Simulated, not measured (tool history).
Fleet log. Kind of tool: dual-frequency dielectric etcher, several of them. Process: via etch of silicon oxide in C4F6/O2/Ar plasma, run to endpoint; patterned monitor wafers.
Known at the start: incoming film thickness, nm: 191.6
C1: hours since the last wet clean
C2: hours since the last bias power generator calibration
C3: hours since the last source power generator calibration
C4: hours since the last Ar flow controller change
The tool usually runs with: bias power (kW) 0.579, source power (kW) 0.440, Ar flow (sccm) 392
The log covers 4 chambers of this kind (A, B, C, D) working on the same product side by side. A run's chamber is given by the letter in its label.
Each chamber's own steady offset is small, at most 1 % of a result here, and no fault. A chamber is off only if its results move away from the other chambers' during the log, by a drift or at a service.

run 1A day=0.225 | bias_power_(kW)=0.579 source_power_(kW)=0.440 Ar_flow_(sccm)=392 | C1=210.9 C2=2065.4 C3=4283.8 C4=2003.0 | endpoint_time_(s)=39.567
run 2B day=0.679 | bias_power_(kW)=0.579 source_power_(kW)=0.440 Ar_flow_(sccm)=392 | C1=189.1 C2=1531.7 C3=3233.7 C4=3788.0 | endpoint_time_(s)=40.054
run 3D day=0.979 | bias_power_(kW)=0.579 source_power_(kW)=0.440 Ar_flow_(sccm)=392 | C1=487.4 C2=350.3 C3=510.4 C4=1102.9 | endpoint_time_(s)=39.319
-- day=1.175 chamber B: source power generator calibrated
run 4C day=1.400 | bias_power_(kW)=0.579 source_power_(kW)=0.440 Ar_flow_(sccm)=392 | C1=43.9 C2=207.8 C3=2765.2 C4=2082.5 | endpoint_time_(s)=39.824
run 5A day=1.829 | bias_power_(kW)=0.579 source_power_(kW)=0.440 Ar_flow_(sccm)=392 | C1=249.4 C2=2103.9 C3=4322.3 C4=2041.5 | endpoint_time_(s)=38.972
run 6C day=2.062 | bias_power_(kW)=0.579 source_power_(kW)=0.440 Ar_flow_(sccm)=392 | C1=59.8 C2=223.7 C3=2781.1 C4=2098.4 | endpoint_time_(s)=39.594
run 7D day=2.454 | bias_power_(kW)=0.579 source_power_(kW)=0.440 Ar_flow_(sccm)=392 | C1=522.8 C2=385.7 C3=545.8 C4=1138.3 | endpoint_time_(s)=39.468
run 8B day=2.738 | bias_power_(kW)=0.579 source_power_(kW)=0.440 Ar_flow_(sccm)=392 | C1=238.5 C2=1581.1 C3=37.6 C4=3837.4 | endpoint_time_(s)=39.993
-- day=3.112 chamber D: wet clean of the chamber
run 9C day=3.117 | bias_power_(kW)=0.579 source_power_(kW)=0.440 Ar_flow_(sccm)=392 | C1=85.1 C2=249.0 C3=2806.4 C4=2123.7 | endpoint_time_(s)=39.857
run 10A day=3.579 | bias_power_(kW)=0.579 source_power_(kW)=0.440 Ar_flow_(sccm)=392 | C1=291.4 C2=2145.9 C3=4364.3 C4=2083.5 | endpoint_time_(s)=39.265
run 11B day=4.046 | bias_power_(kW)=0.579 source_power_(kW)=0.440 Ar_flow_(sccm)=392 | C1=269.9 C2=1612.5 C3=69.0 C4=3868.8 | endpoint_time_(s)=40.072
run 12D day=4.275 | bias_power_(kW)=0.579 source_power_(kW)=0.510 Ar_flow_(sccm)=392 | C1=28.0 C2=429.4 C3=589.5 C4=1182.0 | endpoint_time_(s)=37.275
run 13A day=4.771 | bias_power_(kW)=0.579 source_power_(kW)=0.510 Ar_flow_(sccm)=392 | C1=320.0 C2=2174.5 C3=4392.9 C4=2112.1 | endpoint_time_(s)=36.339
run 14C day=5.138 | bias_power_(kW)=0.579 source_power_(kW)=0.510 Ar_flow_(sccm)=392 | C1=133.6 C2=297.5 C3=2854.9 C4=2172.2 | endpoint_time_(s)=37.005
run 15B day=5.496 | bias_power_(kW)=0.579 source_power_(kW)=0.510 Ar_flow_(sccm)=392 | C1=304.7 C2=1647.3 C3=103.8 C4=3903.6 | endpoint_time_(s)=37.781
run 16D day=5.821 | bias_power_(kW)=0.579 source_power_(kW)=0.440 Ar_flow_(sccm)=392 | C1=65.1 C2=466.5 C3=626.6 C4=1219.1 | endpoint_time_(s)=39.689
-- day=5.988 chamber B: bias power generator calibrated
run 17A day=6.092 | bias_power_(kW)=0.579 source_power_(kW)=0.440 Ar_flow_(sccm)=468 | C1=351.7 C2=2206.2 C3=4424.6 C4=2143.8 | endpoint_time_(s)=39.254
run 18B day=6.458 | bias_power_(kW)=0.579 source_power_(kW)=0.440 Ar_flow_(sccm)=468 | C1=327.8 C2=11.4 C3=126.9 C4=3926.7 | endpoint_time_(s)=40.500
run 19D day=6.783 | bias_power_(kW)=0.579 source_power_(kW)=0.440 Ar_flow_(sccm)=468 | C1=88.2 C2=489.6 C3=649.7 C4=1242.2 | endpoint_time_(s)=39.889
run 20C day=7.225 | bias_power_(kW)=0.579 source_power_(kW)=0.440 Ar_flow_(sccm)=468 | C1=183.7 C2=347.6 C3=2905.0 C4=2222.3 | endpoint_time_(s)=40.530
run 21C day=7.512 | bias_power_(kW)=0.579 source_power_(kW)=0.440 Ar_flow_(sccm)=392 | C1=190.6 C2=354.5 C3=2911.9 C4=2229.2 | endpoint_time_(s)=39.949
run 22A day=8.033 | bias_power_(kW)=0.579 source_power_(kW)=0.440 Ar_flow_(sccm)=392 | C1=398.3 C2=2252.8 C3=4471.2 C4=2190.4 | endpoint_time_(s)=37.542
run 23B day=8.429 | bias_power_(kW)=0.579 source_power_(kW)=0.440 Ar_flow_(sccm)=392 | C1=375.1 C2=58.7 C3=174.2 C4=3974.0 | endpoint_time_(s)=39.867
run 24D day=8.775 | bias_power_(kW)=0.579 source_power_(kW)=0.500 Ar_flow_(sccm)=392 | C1=136.0 C2=537.4 C3=697.5 C4=1290.0 | endpoint_time_(s)=37.568

Does one chamber stand apart from the rest, does the shared gauge drift, or is all well apart from small per-chamber offsets? Give the chamber and the most likely cause, where there is one.

It is chamber A that slowly wanders off from its peers.
What lies behind it: etch rate over this chamber's usual, % = 5.29.

Below are 4 candidate recipes for chamber A's next run, each the usual settings with a change, their results shown as question marks. Which of them brings A's results back in line with what the other chambers give on the usual settings?
A result is in line if it is within this distance of the other chambers' mean on the usual settings: endpoint time (s) 0.740
run 25A-1 day=9.146 | bias_power_(kW)=0.546 source_power_(kW)=0.440 Ar_flow_(sccm)=392 | endpoint_time_(s)=?
run 25A-2 day=9.146 | bias_power_(kW)=0.610 source_power_(kW)=0.440 Ar_flow_(sccm)=386 | endpoint_time_(s)=?
run 25A-3 day=9.146 | bias_power_(kW)=0.663 source_power_(kW)=0.440 Ar_flow_(sccm)=392 | endpoint_time_(s)=?
run 25A-4 day=9.146 | bias_power_(kW)=0.579 source_power_(kW)=0.380 Ar_flow_(sccm)=409 | endpoint_time_(s)=?

Usual-settings mean across the other chambers: endpoint time (s) 39.611
run=25A-1 endpoint_time_(s)=38.282
run=25A-2 endpoint_time_(s)=36.632
run=25A-3 endpoint_time_(s)=35.532
run=25A-4 endpoint_time_(s)=39.658
25A-4 puts the chamber back in line with the other chambers.

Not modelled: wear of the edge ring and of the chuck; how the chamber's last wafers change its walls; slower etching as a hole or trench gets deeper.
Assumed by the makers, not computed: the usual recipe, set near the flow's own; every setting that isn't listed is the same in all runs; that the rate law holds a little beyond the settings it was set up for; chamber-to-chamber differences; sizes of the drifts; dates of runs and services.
